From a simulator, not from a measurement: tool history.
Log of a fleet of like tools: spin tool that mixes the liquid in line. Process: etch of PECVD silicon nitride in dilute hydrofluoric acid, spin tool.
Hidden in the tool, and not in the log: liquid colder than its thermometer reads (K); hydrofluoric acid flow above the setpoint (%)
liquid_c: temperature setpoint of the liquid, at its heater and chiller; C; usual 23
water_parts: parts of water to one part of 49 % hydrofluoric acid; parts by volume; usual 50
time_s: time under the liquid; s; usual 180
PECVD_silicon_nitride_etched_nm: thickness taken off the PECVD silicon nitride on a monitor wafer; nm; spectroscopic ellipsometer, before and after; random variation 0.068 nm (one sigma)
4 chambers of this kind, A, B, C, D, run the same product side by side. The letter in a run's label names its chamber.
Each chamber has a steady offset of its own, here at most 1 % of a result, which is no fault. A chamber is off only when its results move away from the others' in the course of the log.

run,hour,liquid_c,water_parts,time_s,hours since the thermometer was replaced,hours since the hydrofluoric acid flow meter was replaced,"read-back film thickness of the PECVD silicon nitride reference wafer, read on the same gauge (nm)",PECVD_silicon_nitride_etched_nm
1D,6.7,23,50,180,641,1030.2,39.99,10.596
2A,11.9,23,50,180,304.1,334.5,39.964,10.665
3B,16.8,23,50,180,1702.9,399.5,40,10.773
4C,24.3,23,50,180,886.1,639.7,39.961,10.462
5C,29.3,23,50,180,891.1,644.7,40.021,10.678
# hour 33.4: chamber D: thermometer replaced
6D,37,23,50,180,3.6,1060.5,40.004,10.585
7B,43.9,23,50,180,1730,426.6,40.025,10.653
8A,49.5,23,50,180,341.7,372.1,39.996,10.679
9C,53.9,23,50,180,915.7,669.3,39.98,10.665
10B,59.2,23,50,180,1745.3,441.9,39.992,10.59
11D,65.9,23,50,180,32.5,1089.4,39.989,10.65
12A,72.3,23,50,180,364.5,394.9,40.004,10.595
13C,77.9,23,50,180,939.7,693.3,39.993,10.636
14A,85,23,50,180,377.2,407.6,39.971,10.579
15B,88.5,23,50,180,1774.6,471.2,39.985,10.702
16D,95.8,23,50,180,62.4,1119.3,39.991,10.606
17D,103,27.5,50,180,69.6,1126.5,40.041,14.396
18A,107.4,27.5,50,180,399.6,430,40.028,14.365
19C,114.4,27.5,50,180,976.2,729.8,39.998,14.175
20B,121,27.5,50,180,1807.1,503.7,39.972,14.411
21D,126.2,23,50,180,92.8,1149.7,40.012,10.666
22B,133.2,23,50,180,1819.3,515.9,40.016,10.723
23A,138.1,23,25,180,430.3,460.7,40.027,20.855
24C,142.2,23,25,180,1004,757.6,40.017,20.734
25C,149.8,23,25,180,1011.6,765.2,39.999,20.711
26D,155.9,23,25,180,122.5,1179.4,40.001,21.009
27B,163.6,23,50,180,1849.7,546.3,40.016,10.695
28A,167.9,23,50,180,460.1,490.5,40,10.85
29B,173.4,18.5,50,110,1859.5,556.1,40.016,4.7092
30A,178.1,18.5,50,110,470.3,500.7,40.006,4.7786
31C,183.4,18.5,50,110,1045.2,798.8,39.977,4.7342
32D,190.1,18.5,50,110,156.7,1213.6,40.012,4.7134
33C,197.5,23,30,180,1059.3,812.9,40.035,17.44
34B,203.6,23,30,180,1889.7,586.3,40.028,17.407
35D,210.9,23,30,180,177.5,1234.4,40.013,17.482
36A,215.6,23,30,180,507.8,538.2,40.025,17.579
37C,221.7,23,50,180,1083.5,837.1,39.968,10.551
38B,225.7,23,50,180,1911.8,608.4,39.958,10.774

Next, every chamber runs the same settings. What will each give?
39A,231.2,19,50,180,,,,?
39B,231.2,19,50,180,,,,?
39C,231.2,19,50,180,,,,?
39D,231.2,19,50,180,,,,?

run,PECVD_silicon_nitride_etched_nm
39A,8.0952
39B,7.9803
39C,8.0442
39D,7.9213

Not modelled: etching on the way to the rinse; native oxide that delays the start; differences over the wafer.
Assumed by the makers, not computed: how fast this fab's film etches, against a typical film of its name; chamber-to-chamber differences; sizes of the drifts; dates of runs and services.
